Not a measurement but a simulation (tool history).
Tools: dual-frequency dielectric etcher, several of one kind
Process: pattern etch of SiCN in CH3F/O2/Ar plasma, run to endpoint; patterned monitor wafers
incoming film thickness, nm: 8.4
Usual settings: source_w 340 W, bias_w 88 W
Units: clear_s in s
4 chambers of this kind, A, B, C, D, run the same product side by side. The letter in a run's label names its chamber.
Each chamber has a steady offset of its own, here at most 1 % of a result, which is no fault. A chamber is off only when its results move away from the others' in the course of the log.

run,day,source_w,bias_w,hours since the last wet clean,hours since the last source power generator calibration,hours since the last bias power generator calibration,clear_s
1D,0.329,340,88,227.9,2648.0,2100.4,22.179
2B,0.529,340,88,426.5,2738.8,3652.4,21.871
3C,0.708,340,88,37.3,2522.2,957.5,21.867
4A,0.967,340,88,424.9,915.9,3235.1,21.873
5B,1.217,340,88,443.0,2755.3,3668.9,21.839
6D,1.562,340,88,257.5,2677.6,2130.0,22.021
7C,1.833,340,88,64.3,2549.2,984.5,21.954
8A,2.138,340,88,453.0,944.0,3263.2,21.928
9D,2.429,300,73,278.3,2698.4,2150.8,24.600
10B,2.754,300,73,479.9,2792.2,3705.8,24.425
11C,3.133,300,73,95.5,2580.4,1015.7,24.673
12A,3.317,300,73,481.3,972.3,3291.5,24.481
13C,3.529,340,88,105.0,2589.9,1025.2,22.041
14B,3.762,390,104,504.1,2816.4,3730.0,19.760
15A,4.054,390,104,499.0,990.0,3309.2,19.540
16D,4.233,390,104,321.6,2741.7,2194.1,19.690
17B,4.438,390,104,520.3,2832.6,3746.2,19.585
# day 4.838: chamber B: wet clean of the chamber
18A,4.838,340,88,517.8,1008.8,3328.0,21.772
19C,5.054,340,88,141.6,2626.5,1061.8,21.992
20D,5.329,340,88,347.9,2768.0,2220.4,22.064
21B,5.583,340,88,17.9,2860.1,3773.7,21.936
22C,5.808,340,88,159.7,2644.6,1079.9,21.976
23D,6.175,340,71,368.2,2788.3,2240.7,23.869
24A,6.458,340,71,556.7,1047.7,3366.9,23.243
# day 6.692: chamber D: bias power generator calibrated
25C,6.800,340,71,183.5,2668.4,1103.7,23.739
26D,7.112,340,71,390.7,2810.8,10.2,23.868
27A,7.429,340,88,580.0,1071.0,3390.2,21.527
28B,7.712,340,88,69.0,2911.2,3824.8,21.922
29A,7.896,340,88,591.2,1082.2,3401.4,21.545
30C,8.267,340,88,218.7,2703.6,1138.9,21.978
31D,8.454,340,88,422.9,2843.0,42.4,22.010
32B,8.817,340,88,95.5,2937.7,3851.3,21.922
33A,9.058,340,88,619.1,1110.1,3429.3,21.220
34B,9.262,340,88,106.2,2948.4,3862.0,21.948
35D,9.546,340,88,449.1,2869.2,68.6,22.147

Next, every chamber runs the same settings. What will each give?
36A,9.842,340,88,,,,?
36B,9.842,340,88,,,,?
36C,9.842,340,88,,,,?
36D,9.842,340,88,,,,?

run,clear_s
36A,21.179
36B,21.956
36C,21.824
36D,22.146

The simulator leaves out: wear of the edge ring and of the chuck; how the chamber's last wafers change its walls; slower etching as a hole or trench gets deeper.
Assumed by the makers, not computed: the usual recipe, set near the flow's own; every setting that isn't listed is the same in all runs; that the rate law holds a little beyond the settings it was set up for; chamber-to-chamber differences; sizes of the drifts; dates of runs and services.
